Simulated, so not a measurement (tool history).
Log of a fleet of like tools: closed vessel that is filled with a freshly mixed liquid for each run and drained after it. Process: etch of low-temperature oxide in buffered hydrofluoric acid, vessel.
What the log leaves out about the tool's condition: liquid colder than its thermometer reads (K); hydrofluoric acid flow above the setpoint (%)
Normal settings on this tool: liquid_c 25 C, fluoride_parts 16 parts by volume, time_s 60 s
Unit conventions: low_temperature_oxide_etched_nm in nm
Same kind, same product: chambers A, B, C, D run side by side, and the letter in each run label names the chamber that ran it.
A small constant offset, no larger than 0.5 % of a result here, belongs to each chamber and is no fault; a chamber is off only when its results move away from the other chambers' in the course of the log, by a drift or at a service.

run,day,liquid_c,fluoride_parts,time_s,hours since the thermometer was replaced,hours since the hydrofluoric acid flow meter was replaced,"read-back film thickness of the low-temperature oxide reference wafer, read on the same gauge (nm)",low_temperature_oxide_etched_nm
1D,0.371,25,16,60,1834.6,632.5,110,99.379
2B,0.867,25,16,60,563.8,183.6,110.03,101.69
3A,1.138,25,16,60,576.2,615.9,109.96,101
4C,1.688,25,16,60,322.4,1737.7,110.01,99.22
5A,2.029,25,16,60,597.6,637.3,109.98,99.843
6C,2.454,25,16,60,340.8,1756.1,110.02,97.786
7D,2.862,25,16,60,1894.4,692.3,110.02,101.45
8B,3.15,25,16,60,618.6,238.4,109.99,100.21
9A,3.442,25,16,60,631.5,671.2,110.02,100.68
10B,3.725,25,16,60,632.4,252.2,110.01,100.69
11C,4.146,25,16,60,381.4,1796.7,109.99,99.161
12D,4.446,25,16,60,1932.4,730.3,110,101.04
13D,4.725,29,16,45,1939.1,737,110.01,94.901
14B,5.179,29,16,45,667.3,287.1,109.99,92.718
15C,5.546,29,16,45,415,1830.3,109.98,91.712
# day 5.742: chamber A: thermometer replaced
16A,6.108,29,16,45,8.8,735.2,110.01,92.669
17A,6.404,25,16,60,15.9,742.3,109.97,100.83
18C,6.912,25,16,60,447.8,1863.1,110.03,99.154
19D,7.412,25,16,60,2003.6,801.5,109.99,103.59
# day 7.896: chamber C: hydrofluoric acid flow meter replaced
20B,7.908,25,16,60,732.8,352.6,109.98,101.25
21D,8.488,25,16,60,2029.4,827.3,109.96,104.75
22B,8.917,25,16,60,757,376.8,110.03,101.09
23C,9.492,25,16,60,509.7,38.4,109.99,99.708
24A,9.925,25,16,60,100.4,826.8,110,100.04
25D,10.5,22.5,16,85,2077.7,875.6,109.99,130.9
26A,11.025,22.5,16,85,126.8,853.2,109.97,123.42
27C,11.517,22.5,16,85,558.3,87,110,121.07
28B,11.838,22.5,16,85,827.1,446.9,109.99,122.12
29B,12.183,25,16,60,835.4,455.2,110.01,101.3
30D,12.75,25,16,60,2131.7,929.6,109.99,106.07
31A,13.146,25,16,60,177.7,904.1,110.01,99.96
32C,13.679,27.5,16,30,610.2,138.9,110.01,56.711
33C,14.217,27.5,16,30,623.1,151.8,110.02,57.314

All chambers now run identical settings, listed one chamber a line with results as question marks. What results will each chamber show?
34A,14.629,25,12,60,,,,?
34B,14.629,25,12,60,,,,?
34C,14.629,25,12,60,,,,?
34D,14.629,25,12,60,,,,?

run,low_temperature_oxide_etched_nm
34A,132.6
34B,132.5
34C,132.02
34D,144.32

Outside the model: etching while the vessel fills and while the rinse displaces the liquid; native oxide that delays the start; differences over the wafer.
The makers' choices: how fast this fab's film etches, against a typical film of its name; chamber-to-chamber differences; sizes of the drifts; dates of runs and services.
